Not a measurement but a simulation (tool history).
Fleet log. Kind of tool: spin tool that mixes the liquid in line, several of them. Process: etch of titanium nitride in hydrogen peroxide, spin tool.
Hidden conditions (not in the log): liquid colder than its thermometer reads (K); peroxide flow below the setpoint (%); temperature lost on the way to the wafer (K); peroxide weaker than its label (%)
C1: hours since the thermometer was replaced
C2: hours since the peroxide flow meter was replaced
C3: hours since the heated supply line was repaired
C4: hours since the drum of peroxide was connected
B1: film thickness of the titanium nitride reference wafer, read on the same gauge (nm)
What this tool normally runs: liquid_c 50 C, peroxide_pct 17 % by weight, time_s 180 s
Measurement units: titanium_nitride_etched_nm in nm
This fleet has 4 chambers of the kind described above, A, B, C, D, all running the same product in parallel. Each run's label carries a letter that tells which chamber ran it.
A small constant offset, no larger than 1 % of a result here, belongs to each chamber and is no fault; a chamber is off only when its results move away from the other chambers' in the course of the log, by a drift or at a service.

Run 1A, hour 4.7: usual settings; C1 737.4; C2 351.4; C3 1977.7; C4 256.6; B1 130.02. Result: titanium_nitride_etched_nm 14.415 nm.
At hour 5.2: chamber C: heated supply line repaired.
Run 2B, hour 15.4: usual settings; C1 755.2; C2 69.9; C3 1196.9; C4 23.2; B1 130.03. Result: titanium_nitride_etched_nm 14.3 nm.
Run 3D, hour 25.2: usual settings; C1 420.6; C2 292.3; C3 453.7; C4 26.3; B1 130.03. Result: titanium_nitride_etched_nm 14.232 nm.
Run 4C, hour 33.7: usual settings; C1 1336.9; C2 1026.3; C3 28.6; C4 113; B1 129.98. Result: titanium_nitride_etched_nm 14.339 nm.
Run 5A, hour 39.4: usual settings; C1 772.1; C2 386.1; C3 2012.4; C4 291.3; B1 129.99. Result: titanium_nitride_etched_nm 14.528 nm.
Run 6B, hour 49.2: usual settings but liquid_c 54 C; C1 789; C2 103.7; C3 1230.7; C4 57; B1 129.98. Result: titanium_nitride_etched_nm 19.005 nm.
Run 7C, hour 57.6: usual settings but liquid_c 54 C; C1 1360.8; C2 1050.2; C3 52.5; C4 136.9; B1 130.02. Result: titanium_nitride_etched_nm 18.885 nm.
Run 8D, hour 68.2: usual settings but liquid_c 54 C; C1 463.6; C2 335.3; C3 496.7; C4 69.3; B1 129.99. Result: titanium_nitride_etched_nm 18.924 nm.
Run 9B, hour 77.8: usual settings but liquid_c 54 C; C1 817.6; C2 132.3; C3 1259.3; C4 85.6; B1 129.94. Result: titanium_nitride_etched_nm 19.046 nm.
Run 10A, hour 83.6: usual settings but time_s 80 s; C1 816.3; C2 430.3; C3 2056.6; C4 335.5; B1 130. Result: titanium_nitride_etched_nm 6.4414 nm.
Run 11C, hour 93.5: usual settings but time_s 80 s; C1 1396.7; C2 1086.1; C3 88.4; C4 172.8; B1 130.01. Result: titanium_nitride_etched_nm 6.3376 nm.
Run 12D, hour 101: usual settings but time_s 80 s; C1 496.4; C2 368.1; C3 529.5; C4 102.1; B1 129.95. Result: titanium_nitride_etched_nm 6.406 nm.
Run 13B, hour 108.2: usual settings but time_s 80 s; C1 848; C2 162.7; C3 1289.7; C4 116; B1 129.98. Result: titanium_nitride_etched_nm 6.2914 nm.
Run 14A, hour 114.4: usual settings; C1 847.1; C2 461.1; C3 2087.4; C4 366.3; B1 130.04. Result: titanium_nitride_etched_nm 14.574 nm.
Run 15C, hour 121.7: usual settings; C1 1424.9; C2 1114.3; C3 116.6; C4 201; B1 130. Result: titanium_nitride_etched_nm 14.321 nm.
Run 16D, hour 130.4: usual settings; C1 525.8; C2 397.5; C3 558.9; C4 131.5; B1 130. Result: titanium_nitride_etched_nm 14.33 nm.
Run 17D, hour 138.2: usual settings; C1 533.6; C2 405.3; C3 566.7; C4 139.3; B1 129.98. Result: titanium_nitride_etched_nm 14.377 nm.
Run 18C, hour 145.3: usual settings; C1 1448.5; C2 1137.9; C3 140.2; C4 224.6; B1 130. Result: titanium_nitride_etched_nm 14.252 nm.
Run 19A, hour 151.8: usual settings; C1 884.5; C2 498.5; C3 2124.8; C4 403.7; B1 129.97. Result: titanium_nitride_etched_nm 14.616 nm.
Run 20B, hour 157.2: usual settings; C1 897; C2 211.7; C3 1338.7; C4 165; B1 129.95. Result: titanium_nitride_etched_nm 14.023 nm.
Run 21C, hour 162.2: usual settings; C1 1465.4; C2 1154.8; C3 157.1; C4 241.5; B1 130.02. Result: titanium_nitride_etched_nm 14.224 nm.
Run 22D, hour 170.3: usual settings; C1 565.7; C2 437.4; C3 598.8; C4 171.4; B1 130.01. Result: titanium_nitride_etched_nm 14.233 nm.
Run 23B, hour 175.5: usual settings; C1 915.3; C2 230; C3 1357; C4 183.3; B1 129.96. Result: titanium_nitride_etched_nm 13.805 nm.
Run 24A, hour 185.9: usual settings; C1 918.6; C2 532.6; C3 2158.9; C4 437.8; B1 129.98. Result: titanium_nitride_etched_nm 14.492 nm.
Run 25B, hour 191.1: usual settings; C1 930.9; C2 245.6; C3 1372.6; C4 198.9; B1 130. Result: titanium_nitride_etched_nm 13.872 nm.

Is one chamber off against the others, does the gauge drift, or is nothing wrong? If a chamber is off, say which, and what the likeliest cause is.

It is chamber B that slowly wanders off from its peers.
Most likely cause: liquid colder than its thermometer reads (K) = 0.574.
It could be hard to tell apart here from: temperature lost on the way to the wafer (K).

Here are 4 candidates for chamber B's next run, each the usual settings with a change, their results left as question marks. Which one brings its results back in line with what the others give on the usual settings?
A result is in line if it is within this distance of the other chambers' mean on the usual settings: titanium_nitride_etched_nm 0.19 nm
Run 26B-1, hour 198.9: usual settings but liquid_c 50.5 C. Result: titanium_nitride_etched_nm ?.
Run 26B-2, hour 198.9: usual settings but peroxide_pct 18 % by weight. Result: titanium_nitride_etched_nm ?.
Run 26B-3, hour 198.9: usual settings but peroxide_pct 14 % by weight. Result: titanium_nitride_etched_nm ?.
Run 26B-4, hour 198.9: usual settings but peroxide_pct 16 % by weight. Result: titanium_nitride_etched_nm ?.

The other chambers' mean on the usual settings: titanium_nitride_etched_nm 14.377 nm
  run  titanium_nitride_etched_nm
26B-1                      14.332
26B-2                      13.993
26B-3                      13.263
26B-4                      13.645
The answer is 26B-1, which returns the chamber to within the allowed miss of the others.
